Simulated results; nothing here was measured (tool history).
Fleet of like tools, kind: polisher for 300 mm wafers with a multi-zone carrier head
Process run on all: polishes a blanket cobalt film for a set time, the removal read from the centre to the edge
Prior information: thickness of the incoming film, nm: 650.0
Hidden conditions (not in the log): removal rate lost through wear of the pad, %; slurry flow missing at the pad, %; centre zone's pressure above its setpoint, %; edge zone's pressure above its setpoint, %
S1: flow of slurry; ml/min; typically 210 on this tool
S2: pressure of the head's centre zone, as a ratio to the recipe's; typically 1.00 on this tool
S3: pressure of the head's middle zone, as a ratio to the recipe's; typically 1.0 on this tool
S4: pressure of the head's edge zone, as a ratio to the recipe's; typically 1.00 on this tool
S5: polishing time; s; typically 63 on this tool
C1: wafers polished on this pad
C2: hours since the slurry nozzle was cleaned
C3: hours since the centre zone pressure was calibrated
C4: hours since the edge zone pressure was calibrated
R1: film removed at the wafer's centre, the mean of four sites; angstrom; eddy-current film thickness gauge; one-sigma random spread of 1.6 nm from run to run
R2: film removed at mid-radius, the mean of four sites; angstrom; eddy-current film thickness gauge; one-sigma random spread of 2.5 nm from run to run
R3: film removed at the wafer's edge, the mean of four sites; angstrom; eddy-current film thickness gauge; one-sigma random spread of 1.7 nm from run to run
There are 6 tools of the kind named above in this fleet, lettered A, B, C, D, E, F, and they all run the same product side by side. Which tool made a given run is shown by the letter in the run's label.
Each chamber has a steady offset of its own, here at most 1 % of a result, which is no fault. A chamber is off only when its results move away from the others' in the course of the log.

run   hour   S1    S2   S3    S4  S5    C1     C2     C3      C4      R1      R2      R3
       2.9  -- chamber C: edge zone pressure recalibrated
 1D    3.2  210  1.00  1.0  1.00  63   122  111.9  165.8   891.6  1897.5  1886.1  1907.9
 2C    8.0  210  1.00  1.0  1.00  63  1057  144.0  621.0     5.2  1878.1  1945.5  1893.2
 3E   12.3  210  1.00  1.0  1.00  63   960  105.6  645.2   714.3  1886.7  1890.6  1915.7
 4A   15.3  210  1.00  1.0  1.00  63   336  195.1   93.1   590.3  1888.3  1878.7  1879.8
      18.9  -- chamber F: worn pad replaced by a new one
 5B   19.9  210  1.00  1.0  1.00  63   473   25.3  361.8    86.5  1932.1  1889.1  1892.9
      23.1  -- chamber E: worn pad replaced by a new one
 6F   25.4  210  1.00  1.0  1.00  63    57  751.5  453.9   269.0  1898.1  1914.4  1913.6
 7A   30.4  210  1.00  1.0  1.00  63   468  210.2  108.2   605.4  1899.1  1906.1  1876.9
      32.0  -- chamber C: worn pad replaced by a new one
 8C   33.8  210  1.00  1.0  1.00  63    16  169.8  646.8    31.0  1855.5  1916.4  1878.3
 9D   36.7  210  1.00  1.0  1.00  63   416  145.4  199.3   925.1  1891.0  1882.3  1918.3
10B   39.6  210  1.00  1.0  1.00  63   646   45.0  381.5   106.2  1882.8  1870.2  1867.1
11F   43.5  210  0.93  1.0  1.00  63   216  769.6  472.0   287.1  1755.3  1879.4  1899.9
12E   46.9  210  0.93  1.0  1.00  63   209  140.2  679.8   748.9  1771.1  1936.9  1944.2
13D   51.1  210  0.93  1.0  1.00  63   543  159.8  213.7   939.5  1745.2  1898.7  1916.2
      52.8  -- chamber F: slurry nozzle cleaned
14C   55.2  210  0.93  1.0  1.00  63   204  191.2  668.2    52.4  1728.2  1882.1  1906.8
15A   60.8  210  0.93  1.0  1.00  63   735  240.6  138.6   635.8  1755.5  1917.1  1915.0
16E   64.1  210  0.93  1.0  1.00  63   361  157.4  697.0   766.1  1723.6  1846.7  1899.9
17F   68.1  210  1.00  1.0  1.00  63   432   15.4  496.6   311.7  1883.1  1886.2  1866.9
18B   72.0  235  1.00  1.0  1.04  63   930   77.4  413.9   138.6  1872.0  1812.6  1860.9
19E   76.8  235  1.00  1.0  1.04  63   472  170.1  709.7   778.8  1914.1  1868.4  1988.1
      82.8  -- chamber A: worn pad replaced by a new one
20D   83.0  235  1.00  1.0  1.04  63   823  191.7  245.6   971.4  1900.9  1898.1  1973.9
21C   86.5  235  1.00  1.0  1.04  63   479  222.5  699.5    83.7  1910.6  1918.0  1950.0
22A   90.2  235  1.00  1.0  1.04  63    65  270.0  168.0   665.2  1937.3  1917.1  1964.7
23F   95.4  235  1.00  1.0  1.04  63   672   42.7  523.9   339.0  1945.0  1964.5  1971.1
24B   98.1  210  1.00  1.0  1.00  63  1160  103.5  440.0   164.7  1799.8  1795.5  1781.9
25C  102.2  210  1.00  1.0  1.00  63   616  238.2  715.2    99.4  1898.9  1913.6  1907.2
26F  107.3  210  0.89  1.0  0.91  63   776   54.6  535.8   350.9  1675.7  1858.8  1807.8
     110.7  -- chamber D: worn pad replaced by a new one
27D  111.0  210  0.89  1.0  0.91  63     2  219.7  273.6   999.4  1689.2  1861.0  1837.7
28E  116.2  210  0.89  1.0  0.91  63   818  209.5  749.1   818.2  1660.3  1868.4  1826.2
29A  122.3  210  0.89  1.0  0.91  63   347  302.1  200.1   697.3  1677.6  1887.1  1832.1
30B  127.3  210  0.89  1.0  0.91  63  1416  132.7  469.2   193.9  1537.9  1771.1  1628.8
31A  130.7  210  0.89  1.0  0.91  63   421  310.5  208.5   705.7  1683.1  1963.9  1805.4
32C  133.5  210  1.00  0.9  1.00  77   891  269.5  746.5   130.7  2315.6  2133.1  2306.1
33B  136.5  210  1.00  0.9  1.00  77  1497  141.9  478.4   203.1  2128.1  1938.0  2137.5
34F  142.4  210  1.00  0.9  1.00  77  1085   89.7  570.9   386.0  2294.1  2060.3  2327.8
     143.3  -- chamber E: worn pad replaced by a new one
35E  147.8  210  1.00  0.9  1.00  77    39  241.1  780.7   849.8  2287.9  2067.4  2306.2
36D  152.1  210  1.00  0.9  1.00  77   363  260.8  314.7  1040.5  2319.2  2079.0  2324.2
37D  156.3  210  1.00  0.9  1.00  77   400  265.0  318.9  1044.7  2306.3  2047.0  2357.6
38F  159.4  210  1.00  1.0  1.00  63  1234  106.7  587.9   403.0  1909.3  1910.7  1903.0

Is one chamber out of step, is the gauge drifting, or do the chambers differ by no more than their own small offsets? For an off chamber, give its letter and the likeliest cause.

Little by little, chamber B moves away from the other chambers.
Cause: removal rate lost through wear of the pad, % = 10.8.

Which of the 4 candidates below, each the usual settings with something changed and its results left as question marks, puts chamber B back in line with what the other chambers give on the usual settings?
In line here means within this much of the mean the other chambers give on the usual settings: R1 54.0 angstrom; R2 86.0 angstrom; R3 60.0 angstrom
39B-1  164.0  210  1.01  1.0  0.99  56                   ?   ?   ?
39B-2  164.0  210  1.00  1.0  1.00  60                   ?   ?   ?
39B-3  164.0  210  1.00  1.0  1.00  66                   ?   ?   ?
39B-4  164.0  210  0.99  1.0  1.01  70                   ?   ?   ?

Average result of the remaining chambers running the usual settings: R1 1891.1 angstrom; R2 1897.6 angstrom; R3 1899.8 angstrom
  run      R1      R2      R3
39B-1  1528.0  1500.9  1489.9
39B-2  1619.2  1608.1  1604.8
39B-3  1781.1  1769.0  1765.3
39B-4  1868.2  1876.2  1882.2
39B-4 is the one that brings the chamber's results back in line with the other chambers.
